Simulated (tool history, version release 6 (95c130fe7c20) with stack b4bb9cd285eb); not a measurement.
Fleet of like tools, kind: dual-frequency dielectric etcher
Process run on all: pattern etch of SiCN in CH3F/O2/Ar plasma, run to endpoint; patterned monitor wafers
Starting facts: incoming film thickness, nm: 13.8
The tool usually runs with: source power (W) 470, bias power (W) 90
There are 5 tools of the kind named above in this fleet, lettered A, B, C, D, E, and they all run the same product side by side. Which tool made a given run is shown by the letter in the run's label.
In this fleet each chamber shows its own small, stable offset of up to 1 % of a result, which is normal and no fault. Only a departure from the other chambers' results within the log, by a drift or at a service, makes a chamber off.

run   hour  source power (W)  bias power (W)  endpoint time (s)
 1B    4.1               470              90             32.014
 2A   10.5               470              90             31.662
      13.3  -- chamber A: wet clean of the chamber
 3D   16.3               470              90             31.964
 4C   22.3               470              90             32.168
 5E   28.8               430             101             31.993
 6C   35.9               430             101             31.701
 7B   42.6               430             101             31.537
 8D   49.6               430             101             31.653
 9A   56.4               430             101             31.448
10E   62.4               470              90             31.993
11C   67.5               470              90             32.003
12D   71.8               470              90             32.177
13A   78.1               470              90             32.099
      83.0  -- chamber C: wet clean of the chamber
14E   83.7               470              90             32.226
15B   90.7               470              90             31.931
16C   94.6               470              90             33.286
17E  100.8               470              90             32.306
18A  106.6               470              90             32.004
19B  111.2               470              90             31.984
     111.3  -- chamber D: wet clean of the chamber
20D  116.8               470              90             32.086
21B  119.9               470              90             31.915
22D  125.5               470              90             31.826
23A  132.6               470              90             32.164
24E  136.3               470              90             32.110
     139.9  -- chamber E: wet clean of the chamber
25C  140.3               470              90             33.285
26B  144.2               470              90             31.920
27E  149.6               470              90             32.459
28A  155.4               470              90             31.618
29C  162.2               470              90             33.596
30D  168.6               420             100             32.212
31A  172.2               420             100             31.679
32D  177.8               420             100             31.955
33C  182.6               420             100             33.944

All 5 chambers run these settings next. Forecast each chamber's results:
34A  187.8               470              90                  ?
34B  187.8               470              90                  ?
34C  187.8               470              90                  ?
34D  187.8               470              90                  ?
34E  187.8               470              90                  ?

run  endpoint time (s)
34A             31.647
34B             31.847
34C             33.617
34D             32.144
34E             32.138
